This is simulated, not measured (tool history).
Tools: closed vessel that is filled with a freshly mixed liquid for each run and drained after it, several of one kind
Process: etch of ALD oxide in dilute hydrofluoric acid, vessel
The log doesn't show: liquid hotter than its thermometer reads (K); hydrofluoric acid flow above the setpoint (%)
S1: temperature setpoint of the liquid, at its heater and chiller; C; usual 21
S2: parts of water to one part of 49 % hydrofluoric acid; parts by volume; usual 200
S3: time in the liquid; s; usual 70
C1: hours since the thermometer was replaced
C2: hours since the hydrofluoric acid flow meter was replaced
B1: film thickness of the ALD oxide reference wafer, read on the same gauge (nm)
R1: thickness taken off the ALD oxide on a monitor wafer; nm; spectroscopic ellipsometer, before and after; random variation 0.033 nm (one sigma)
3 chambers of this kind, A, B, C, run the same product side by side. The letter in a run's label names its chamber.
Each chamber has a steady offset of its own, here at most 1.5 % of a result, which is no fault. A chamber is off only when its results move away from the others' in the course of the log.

{"run": "1B", "hour": 9.4, "S1": 21, "S2": 200, "S3": 70, "C1": 57, "C2": 1400.4, "B1": 110.01, "R1": 9.0626}
{"run": "2C", "hour": 16.1, "S1": 21, "S2": 200, "S3": 70, "C1": 2167.9, "C2": 395.6, "B1": 110, "R1": 9.0195}
{"run": "3A", "hour": 26.2, "S1": 21, "S2": 200, "S3": 70, "C1": 638.1, "C2": 316.2, "B1": 109.99, "R1": 9.0233}
{"run": "4B", "hour": 34.5, "S1": 21, "S2": 200, "S3": 70, "C1": 82.1, "C2": 1425.5, "B1": 109.96, "R1": 9.0904}
{"run": "5A", "hour": 40.5, "S1": 21, "S2": 200, "S3": 70, "C1": 652.4, "C2": 330.5, "B1": 110.05, "R1": 9.0349}
{"run": "6C", "hour": 46.8, "S1": 21, "S2": 200, "S3": 70, "C1": 2198.6, "C2": 426.3, "B1": 110, "R1": 9.0768}
{"run": "7A", "hour": 53.6, "S1": 21, "S2": 200, "S3": 70, "C1": 665.5, "C2": 343.6, "B1": 109.96, "R1": 9.0189}
{"run": "8C", "hour": 65.5, "S1": 21, "S2": 200, "S3": 70, "C1": 2217.3, "C2": 445, "B1": 109.99, "R1": 9.0289}
{"run": "9B", "hour": 74.7, "S1": 21, "S2": 200, "S3": 70, "C1": 122.3, "C2": 1465.7, "B1": 109.97, "R1": 9.0877}
{"run": "10B", "hour": 83.0, "S1": 21, "S2": 200, "S3": 55, "C1": 130.6, "C2": 1474, "B1": 110.01, "R1": 7.1656}
{"run": "11C", "hour": 90.3, "S1": 21, "S2": 200, "S3": 55, "C1": 2242.1, "C2": 469.8, "B1": 109.99, "R1": 7.0832}
{"run": "12A", "hour": 101.7, "S1": 21, "S2": 200, "S3": 55, "C1": 713.6, "C2": 391.7, "B1": 110.01, "R1": 7.102}
{"run": "13B", "hour": 110.7, "S1": 21, "S2": 200, "S3": 70, "C1": 158.3, "C2": 1501.7, "B1": 110.03, "R1": 9.1199}
{"run": "14A", "hour": 119.9, "S1": 21, "S2": 200, "S3": 70, "C1": 731.8, "C2": 409.9, "B1": 109.96, "R1": 9.0168}
{"run": "15C", "hour": 127.7, "S1": 21, "S2": 200, "S3": 70, "C1": 2279.5, "C2": 507.2, "B1": 109.98, "R1": 8.9895}
{"run": "16B", "hour": 137.5, "S1": 21, "S2": 200, "S3": 70, "C1": 185.1, "C2": 1528.5, "B1": 110.01, "R1": 9.1101}
{"run": "17C", "hour": 144.1, "S1": 21, "S2": 200, "S3": 70, "C1": 2295.9, "C2": 523.6, "B1": 110, "R1": 9.003}
{"run": "18A", "hour": 156.1, "S1": 21, "S2": 200, "S3": 70, "C1": 768, "C2": 446.1, "B1": 110.01, "R1": 9.0194}
{"run": "19B", "hour": 162.1, "S1": 21, "S2": 200, "S3": 70, "C1": 209.7, "C2": 1553.1, "B1": 110, "R1": 9.0682}
{"run": "20A", "hour": 171.7, "S1": 21, "S2": 200, "S3": 70, "C1": 783.6, "C2": 461.7, "B1": 110.02, "R1": 8.9917}
{"hour": 173.3, "done": "chamber A: thermometer replaced"}
{"run": "21C", "hour": 180.4, "S1": 21, "S2": 200, "S3": 70, "C1": 2332.2, "C2": 559.9, "B1": 109.99, "R1": 8.9275}
{"run": "22C", "hour": 192.2, "S1": 21, "S2": 200, "S3": 70, "C1": 2344, "C2": 571.7, "B1": 109.96, "R1": 8.9757}
{"run": "23B", "hour": 202.4, "S1": 21, "S2": 200, "S3": 70, "C1": 250, "C2": 1593.4, "B1": 110, "R1": 9.1226}
{"run": "24A", "hour": 208.4, "S1": 21, "S2": 200, "S3": 70, "C1": 35.2, "C2": 498.4, "B1": 110.03, "R1": 9.0358}
{"run": "25A", "hour": 218.1, "S1": 21, "S2": 200, "S3": 70, "C1": 44.9, "C2": 508.1, "B1": 110, "R1": 9.0583}
{"run": "26C", "hour": 228.6, "S1": 21, "S2": 295, "S3": 95, "C1": 2380.4, "C2": 608.1, "B1": 110.01, "R1": 7.4837}
{"run": "27B", "hour": 234.9, "S1": 21, "S2": 295, "S3": 95, "C1": 282.5, "C2": 1625.9, "B1": 109.99, "R1": 7.6246}

Next, every chamber runs the same settings. What will each give?
{"run": "28A", "hour": 243.5, "S1": 21, "S2": 150, "S3": 70, "R1": "?"}
{"run": "28B", "hour": 243.5, "S1": 21, "S2": 150, "S3": 70, "R1": "?"}
{"run": "28C", "hour": 243.5, "S1": 21, "S2": 150, "S3": 70, "R1": "?"}

run=28A R1=12.672
run=28B R1=12.798
run=28C R1=12.747
